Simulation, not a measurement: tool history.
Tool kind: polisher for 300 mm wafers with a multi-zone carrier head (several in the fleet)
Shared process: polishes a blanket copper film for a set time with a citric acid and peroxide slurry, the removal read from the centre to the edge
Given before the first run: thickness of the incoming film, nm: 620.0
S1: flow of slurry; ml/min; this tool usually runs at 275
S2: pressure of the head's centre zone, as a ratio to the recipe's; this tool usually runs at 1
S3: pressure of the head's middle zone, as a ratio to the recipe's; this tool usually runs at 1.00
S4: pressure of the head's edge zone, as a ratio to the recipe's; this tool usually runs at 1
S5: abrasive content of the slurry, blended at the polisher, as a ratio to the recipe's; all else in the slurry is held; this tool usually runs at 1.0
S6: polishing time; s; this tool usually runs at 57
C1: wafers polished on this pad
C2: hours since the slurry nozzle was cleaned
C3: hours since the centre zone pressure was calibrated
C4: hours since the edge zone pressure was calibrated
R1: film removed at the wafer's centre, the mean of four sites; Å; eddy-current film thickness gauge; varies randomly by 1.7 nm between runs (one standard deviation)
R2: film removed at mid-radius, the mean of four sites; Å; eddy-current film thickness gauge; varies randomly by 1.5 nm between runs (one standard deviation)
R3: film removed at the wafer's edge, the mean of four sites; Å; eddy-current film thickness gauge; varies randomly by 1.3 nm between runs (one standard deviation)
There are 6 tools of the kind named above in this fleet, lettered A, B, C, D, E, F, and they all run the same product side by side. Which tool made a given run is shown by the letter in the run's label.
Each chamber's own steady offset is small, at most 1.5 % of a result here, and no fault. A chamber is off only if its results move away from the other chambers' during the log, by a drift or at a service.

run     day   S1  S2    S3  S4   S5  S6    C1     C2     C3     C4      R1      R2      R3
 1B   0.200  275   1  1.00   1  1.0  57   268  190.8  433.6  344.6  1724.2  1740.8  1754.9
 2A   0.583  275   1  1.00   1  1.0  57   620  228.3  237.5  598.1  1738.5  1734.8  1758.2
      0.646  -- chamber D: worn pad replaced by a new one
 3C   0.825  275   1  1.00   1  1.0  57   671  173.6  665.8  108.1  1721.3  1766.6  1740.1
 4D   1.008  275   1  1.00   1  1.0  57    68  109.9  575.7   46.7  1737.7  1737.4  1748.0
 5F   1.342  275   1  1.00   1  1.0  57  1079  151.0  845.6  281.9  1760.2  1774.4  1719.2
      1.438  -- chamber B: edge zone pressure recalibrated
 6E   1.671  275   1  1.00   1  1.0  57   605  160.6  130.0  204.1  1722.7  1760.3  1732.5
 7C   2.046  275   1  1.00   1  1.0  57   901  202.9  695.1  137.4  1741.3  1794.5  1745.0
 8A   2.446  275   1  1.00   1  1.0  57   971  273.0  282.2  642.8  1752.4  1733.0  1765.5
 9B   2.754  275   1  1.00   1  1.0  57   749  252.1  494.9   31.7  1770.9  1766.7  1758.7
      3.138  -- chamber F: worn pad replaced by a new one
10F   3.146  275   1  1.00   1  1.0  57     2  194.3  888.9  325.2  1747.3  1754.2  1737.6
11E   3.438  275   1  1.00   1  1.0  57   937  203.0  172.4  246.5  1751.2  1754.9  1703.2
12D   3.683  275   1  1.00   1  1.0  57   571  174.1  639.9  110.9  1757.7  1749.2  1725.7
      3.883  -- chamber D: worn pad replaced by a new one
13C   4.042  275   1  1.00   1  1.0  57  1276  250.8  743.0  185.3  1728.5  1759.5  1754.3
      4.283  -- chamber A: worn pad replaced by a new one
14F   4.342  275   1  1.00   1  1.0  57   227  223.0  917.6  353.9  1776.8  1752.5  1766.0
15A   4.575  275   1  0.96   1  1.0  57    55  324.1  333.3  693.9  1761.7  1672.1  1750.7
      4.629  -- chamber B: worn pad replaced by a new one
      4.679  -- chamber A: slurry nozzle cleaned
      4.742  -- chamber F: centre zone pressure recalibrated
16B   4.858  275   1  0.96   1  1.0  57    43  302.6  545.4   82.2  1746.4  1703.9  1746.2
      4.967  -- chamber E: worn pad replaced by a new one
17E   5.250  275   1  0.96   1  1.0  57    53  246.5  215.9  290.0  1740.5  1710.4  1722.8
18D   5.596  275   1  0.96   1  1.0  57   322  220.0  685.8  156.8  1764.5  1659.9  1720.0
19F   5.833  275   1  0.96   1  1.0  57   507  258.8   26.2  389.7  1779.0  1694.4  1747.8
20B   6.017  275   1  0.96   1  1.0  57   261  330.4  573.2  110.0  1727.6  1677.4  1773.9
21C   6.242  275   1  1.00   1  1.0  57  1690  303.6  795.8  238.1  1712.1  1740.2  1759.7
22A   6.508  275   1  1.00   1  1.0  57   419   44.0  379.7  740.3  1747.4  1746.9  1764.2
23E   6.779  275   1  1.00   1  1.0  57   341  283.2  252.6  326.7  1711.8  1727.3  1738.6
24D   7.038  275   1  1.00   1  1.0  57   593  254.6  720.4  191.4  1740.0  1749.0  1740.5
25D   7.333  350   1  1.00   1  1.0  68   649  261.7  727.5  198.5  2144.6  2111.2  2106.0
      7.521  -- chamber D: worn pad replaced by a new one
26F   7.667  350   1  1.00   1  1.0  68   852  302.8   70.2  433.7  2147.1  2150.5  2151.6
27B   7.938  350   1  1.00   1  1.0  68   623  376.5  619.3  156.1  2109.2  2159.8  2136.8
28A   8.238  350   1  1.00   1  1.0  68   744   85.5  421.2  781.8  2110.9  2121.0  2123.5
29E   8.558  350   1  1.00   1  1.0  68   676  325.9  295.3  369.4  2098.7  2135.2  2113.8
30C   8.754  350   1  1.00   1  1.0  68  2163  363.9  856.1  298.4  2058.4  2088.1  2074.9
31A   9.079  275   1  1.00   1  1.0  57   902  105.7  441.4  802.0  1745.7  1762.6  1747.9
32D   9.392  275   1  1.00   1  1.0  57   352  311.1  776.9  247.9  1774.1  1741.1  1699.9
33F   9.592  275   1  1.00   1  1.0  57  1215  349.0  116.4  479.9  1733.3  1752.2  1727.8
34E   9.979  275   1  1.00   1  1.0  57   943  360.0  329.4  403.5  1756.2  1741.0  1745.8
     10.304  -- chamber B: slurry nozzle cleaned
35C  10.321  275   1  1.00   1  1.0  57  2458  401.5  893.7  336.0  1642.7  1648.4  1674.5
     10.450  -- chamber C: edge zone pressure recalibrated
36B  10.579  275   1  1.00   1  1.0  57  1120    6.6  682.7  219.5  1746.6  1759.3  1765.2
     10.633  -- chamber A: worn pad replaced by a new one
     10.842  -- chamber D: worn pad replaced by a new one
37F  10.867  275   1  1.00   1  1.0  57  1455  379.6  147.0  510.5  1778.8  1772.9  1767.6
38C  11.262  275   1  1.00   1  1.0  57  2635  424.1  916.3   19.6  1655.4  1679.3  1655.3
39A  11.496  275   1  1.00   1  1.0  57   163  163.7  499.4  860.0  1730.4  1715.7  1755.8
40E  11.733  275   1  1.00   1  0.7  44  1273  402.1  371.5  445.6  1251.7  1260.0  1245.3
41D  12.042  275   1  1.00   1  0.7  44   225  374.7  840.5  311.5  1262.3  1235.6  1233.1

Each of the 6 chambers runs these same settings next. Fill in every chamber's results:
42A  12.342  275   1  1.00   1  1.0  57                   ?   ?   ?
42B  12.342  275   1  1.00   1  1.0  57                   ?   ?   ?
42C  12.342  275   1  1.00   1  1.0  57                   ?   ?   ?
42D  12.342  275   1  1.00   1  1.0  57                   ?   ?   ?
42E  12.342  275   1  1.00   1  1.0  57                   ?   ?   ?
42F  12.342  275   1  1.00   1  1.0  57                   ?   ?   ?

run      R1      R2      R3
42A  1769.8  1764.1  1756.3
42B  1759.6  1715.9  1755.4
42C  1596.1  1634.5  1633.3
42D  1730.6  1712.9  1728.6
42E  1725.7  1744.3  1736.3
42F  1748.1  1763.9  1749.5
